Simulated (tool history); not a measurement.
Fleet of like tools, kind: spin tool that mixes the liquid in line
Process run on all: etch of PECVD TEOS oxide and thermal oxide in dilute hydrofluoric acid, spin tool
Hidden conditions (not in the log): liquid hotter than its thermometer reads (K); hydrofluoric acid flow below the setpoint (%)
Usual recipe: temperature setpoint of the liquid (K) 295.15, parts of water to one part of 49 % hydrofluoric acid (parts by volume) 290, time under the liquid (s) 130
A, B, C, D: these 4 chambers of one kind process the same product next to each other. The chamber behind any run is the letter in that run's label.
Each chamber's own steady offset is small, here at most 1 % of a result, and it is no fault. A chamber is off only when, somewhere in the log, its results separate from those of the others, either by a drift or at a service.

run   hour  temperature setpoint of the liquid (K)  parts of water to one part of 49 % hydrofluoric acid (parts by volume)  time under the liquid (s)  hours since the thermometer was replaced  hours since the hydrofluoric acid flow meter was replaced  read-back film thickness of the PECVD TEOS oxide reference wafer, read on the same gauge (nm)  read-back film thickness of the thermal oxide reference wafer, read on the same gauge (nm)  thickness taken off the PECVD TEOS oxide on a monitor wafer (Å)  thickness taken off the thermal oxide on a monitor wafer (Å)
 1A    9.9                                  295.15                                                                     290                        130                                     798.1                                                      737.8                                                                                         29.988                                                                                      100.04                                                           43.638                                                        15.636
 2B     17                                  295.15                                                                     290                        130                                     640.4                                                      226.8                                                                                         29.994                                                                                      99.985                                                           43.531                                                        15.838
 3C   28.5                                  295.15                                                                     290                        130                                     318.3                                                      512.5                                                                                         30.024                                                                                      99.953                                                            43.25                                                        16.236
 4D   39.5                                  295.15                                                                     290                        130                                     294.6                                                     2042.7                                                                                         29.999                                                                                       99.96                                                           43.894                                                         15.35
 5D   51.5                                  295.15                                                                     290                        130                                     306.6                                                     2054.7                                                                                         30.012                                                                                      99.981                                                           43.269                                                        16.219
 6A   60.6                                  295.15                                                                     290                        130                                     848.8                                                      788.5                                                                                         30.027                                                                                      100.04                                                           43.117                                                        15.894
 7B   67.6                                  295.15                                                                     290                        130                                       691                                                      277.4                                                                                          30.01                                                                                      100.07                                                           43.334                                                        15.697
 8C   77.8                                  295.15                                                                     290                        130                                     367.6                                                      561.8                                                                                         29.981                                                                                      100.02                                                           43.974                                                        15.767
 9A   85.9                                  295.15                                                                     290                        130                                     874.1                                                      813.8                                                                                         29.977                                                                                         100                                                           43.615                                                        16.281
10C   93.1                                  295.15                                                                     290                        130                                     382.9                                                      577.1                                                                                         29.989                                                                                      100.01                                                           44.724                                                        16.182
11B  102.7                                  295.15                                                                     290                        130                                     726.1                                                      312.5                                                                                         29.991                                                                                      100.04                                                           43.063                                                        15.472
12D  110.3                                  295.15                                                                     290                        130                                     365.4                                                     2113.5                                                                                         29.993                                                                                       99.96                                                           43.932                                                        15.484
13B  119.5                                  295.15                                                                     290                        130                                     742.9                                                      329.3                                                                                         29.983                                                                                      100.01                                                           43.256                                                         15.61
14C  128.1                                  297.65                                                                     290                        130                                     417.9                                                      612.1                                                                                         30.013                                                                                      100.02                                                           48.264                                                         17.76
     130.2  -- chamber D: hydrofluoric acid flow meter replaced
15A  138.8                                  297.65                                                                     290                        130                                       927                                                      866.7                                                                                         29.965                                                                                      100.01                                                           48.067                                                        16.725
16D  148.7                                  297.65                                                                     290                        130                                     403.8                                                       18.5                                                                                         30.045                                                                                      99.988                                                            48.35                                                        16.917
17B  159.9                                  297.65                                                                     290                        130                                     783.3                                                      369.7                                                                                         30.022                                                                                      100.02                                                           46.336                                                        16.667
18C  166.1                                  298.15                                                                     170                        130                                     455.9                                                      650.1                                                                                         30.014                                                                                      99.961                                                           94.268                                                        34.284
19D  177.9                                  298.15                                                                     170                        130                                       433                                                       47.7                                                                                         29.963                                                                                      99.981                                                           94.536                                                        34.395
20A  183.2                                  298.15                                                                     170                        130                                     971.4                                                      911.1                                                                                         30.015                                                                                      99.998                                                            94.42                                                        32.975
21A    195                                  298.15                                                                     170                        130                                     983.2                                                      922.9                                                                                         30.014                                                                                      100.08                                                           96.936                                                        33.286
22C  205.7                                  295.15                                                                     290                        130                                     495.5                                                      689.7                                                                                         29.997                                                                                      99.971                                                           43.965                                                        15.683
23B  215.6                                  295.15                                                                     290                        130                                       839                                                      425.4                                                                                         29.996                                                                                         100                                                           41.566                                                        15.466
24D  226.9                                  295.15                                                                     290                        130                                       482                                                       96.7                                                                                         30.042                                                                                      99.949                                                           44.283                                                        16.482
25D  238.4                                  295.15                                                                     290                        180                                     493.5                                                      108.2                                                                                         30.027                                                                                      100.06                                                           60.677                                                        21.818
26A  248.7                                  295.15                                                                     290                        180                                    1036.9                                                      976.6                                                                                         30.009                                                                                         100                                                           60.554                                                        22.121
27B  258.9                                  295.15                                                                     290                        180                                     882.3                                                      468.7                                                                                         29.989                                                                                      100.01                                                           56.472                                                        20.221
28C  270.4                                  295.15                                                                     290                        180                                     560.2                                                      754.4                                                                                         29.998                                                                                      99.974                                                           61.017                                                        21.214
29C    280                                  295.15                                                                     290                        130                                     569.8                                                        764                                                                                         29.979                                                                                      100.02                                                           44.101                                                        15.633
30D    290                                  295.15                                                                     290                        130                                     545.1                                                      159.8                                                                                         29.976                                                                                      99.961                                                           43.796                                                        15.707
31B  297.1                                  295.15                                                                     290                        130                                     920.5                                                      506.9                                                                                         30.029                                                                                      100.02                                                           40.026                                                        14.565
     297.6  -- chamber C: thermometer replaced
32A  307.9                                  295.15                                                                     290                        130                                    1096.1                                                     1035.8                                                                                         29.997                                                                                      99.968                                                           44.033                                                        15.743
33C  313.8                                  295.15                                                                     290                        130                                      16.2                                                      797.8                                                                                         30.052                                                                                      99.967                                                           43.569                                                        15.123
34D    323                                  295.15                                                                     290                        130                                     578.1                                                      192.8                                                                                         29.992                                                                                      100.01                                                           43.187                                                        16.486
35B    333                                  292.65                                                                     290                         80                                     956.4                                                      542.8                                                                                         29.995                                                                                      99.957                                                           22.428                                                        8.1266

The same settings go to every chamber for the next run, one line per chamber below. Forecast the results for each:
36A  341.6                                  299.15                                                                     290                        130                                                                                                                                                                                                                                                                                                                                                                ?                                                             ?
36B  341.6                                  299.15                                                                     290                        130                                                                                                                                                                                                                                                                                                                                                                ?                                                             ?
36C  341.6                                  299.15                                                                     290                        130                                                                                                                                                                                                                                                                                                                                                                ?                                                             ?
36D  341.6                                  299.15                                                                     290                        130                                                                                                                                                                                                                                                                                                                                                                ?                                                             ?

run  thickness taken off the PECVD TEOS oxide on a monitor wafer (Å)  thickness taken off the thermal oxide on a monitor wafer (Å)
36A                                                           50.443                                                        17.681
36B                                                           45.483                                                        16.182
36C                                                           49.976                                                        18.359
36D                                                            50.54                                                        18.556

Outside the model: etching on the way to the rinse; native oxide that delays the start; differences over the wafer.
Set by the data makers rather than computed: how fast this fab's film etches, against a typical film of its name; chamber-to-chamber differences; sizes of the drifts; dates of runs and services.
